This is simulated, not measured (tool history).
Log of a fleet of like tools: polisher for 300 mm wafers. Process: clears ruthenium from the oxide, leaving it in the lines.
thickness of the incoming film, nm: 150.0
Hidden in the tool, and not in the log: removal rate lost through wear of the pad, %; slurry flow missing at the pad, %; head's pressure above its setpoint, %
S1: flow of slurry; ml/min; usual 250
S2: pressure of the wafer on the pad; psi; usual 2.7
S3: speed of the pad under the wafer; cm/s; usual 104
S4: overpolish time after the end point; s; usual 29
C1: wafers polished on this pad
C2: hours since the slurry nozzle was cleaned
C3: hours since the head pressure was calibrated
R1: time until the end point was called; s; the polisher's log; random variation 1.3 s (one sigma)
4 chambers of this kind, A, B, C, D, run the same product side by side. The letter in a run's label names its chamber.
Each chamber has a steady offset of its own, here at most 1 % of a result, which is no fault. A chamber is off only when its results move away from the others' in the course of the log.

run,day,S1,S2,S3,S4,C1,C2,C3,R1
# day 0.217: chamber A: slurry nozzle cleaned
1A,0.512,250,2.7,104,29,1035,7.2,1248.3,80.86
# day 0.546: chamber A: worn pad replaced by a new one
2D,0.971,250,2.7,104,29,663,140.9,51.5,79.705
# day 1.279: chamber D: worn pad replaced by a new one
3B,1.325,250,2.7,104,29,399,66.7,341,82.205
4C,1.842,250,2.7,104,29,473,50,168.8,78.592
5B,2.362,250,2.7,104,29,591,91.6,365.9,80.1
# day 2.558: chamber B: worn pad replaced by a new one
6C,2.721,250,2.7,104,29,635,71.1,189.9,79.334
# day 2.729: chamber A: head pressure recalibrated
7D,3.162,250,2.7,104,29,348,193.5,104.1,78.935
# day 3.217: chamber C: worn pad replaced by a new one
8A,3.554,250,2.7,104,29,557,80.2,19.9,83.065
9D,3.958,250,2.7,104,29,496,212.6,123.2,78.118
10A,4.425,250,2.7,104,13,719,101.1,40.8,80.476
11C,5.025,250,2.7,104,13,335,126.4,245.2,78.631
# day 5.038: chamber D: worn pad replaced by a new one
12B,5.558,250,2.7,104,13,555,168.3,442.6,78.258
# day 5.875: chamber B: worn pad replaced by a new one
13D,6.042,250,2.7,104,13,186,262.6,173.2,79.809
14C,6.346,250,2.7,104,29,580,158.1,276.9,81.639
15B,6.717,250,2.7,104,29,156,196.1,470.4,78.866
# day 7.029: chamber A: worn pad replaced by a new one
# day 7.167: chamber D: slurry nozzle cleaned
# day 7.171: chamber C: worn pad replaced by a new one
16A,7.338,250,2.7,104,29,57,171,110.7,77.443
17D,7.962,250,2.7,104,29,542,19.2,219.3,78.477
18A,8.446,250,2.7,104,29,262,197.6,137.3,82.72
19C,8.75,250,2.7,104,29,292,215.8,334.6,77.654
20B,9.379,250,2.7,104,29,649,260,534.3,78.109
# day 9.396: chamber B: worn pad replaced by a new one
# day 9.538: chamber D: worn pad replaced by a new one
21B,9.729,250,2.7,122,29,61,268.4,542.7,65.905
22C,10.183,250,2.7,122,29,558,250.2,369,67.189
23A,10.704,250,2.7,122,29,680,251.8,191.5,67.585
24D,11.05,250,2.7,122,29,280,93.3,293.4,68.581
# day 11.096: chamber C: worn pad replaced by a new one
25B,11.671,250,2.7,104,29,421,315,589.3,78.073
# day 11.838: chamber C: slurry nozzle cleaned
# day 11.992: chamber A: worn pad replaced by a new one
26C,12.062,250,2.7,104,29,179,5.4,414.1,79.185
27D,12.542,250,2.7,104,29,556,129.1,329.2,77.901
# day 12.625: chamber D: head pressure recalibrated
28A,12.929,250,2.7,104,29,173,305.2,244.9,81.245
# day 13.262: chamber B: worn pad replaced by a new one
29C,13.429,250,3,104,29,432,38.2,446.9,69.743
# day 13.633: chamber D: worn pad replaced by a new one
30D,13.883,250,3,104,29,46,161.3,30.2,71.104
# day 13.975: chamber A: slurry nozzle cleaned
31B,14.383,250,3,104,29,208,380.1,654.4,73.099
32A,14.992,250,3,104,29,555,24.4,294.4,73.929

What goes on in this fleet: one chamber off, a drifting gauge, or nothing beyond the chambers' own small offsets? Name the chamber and the cause, if any.

No chamber stands off beyond its own small offset, and the gauge holds steady.
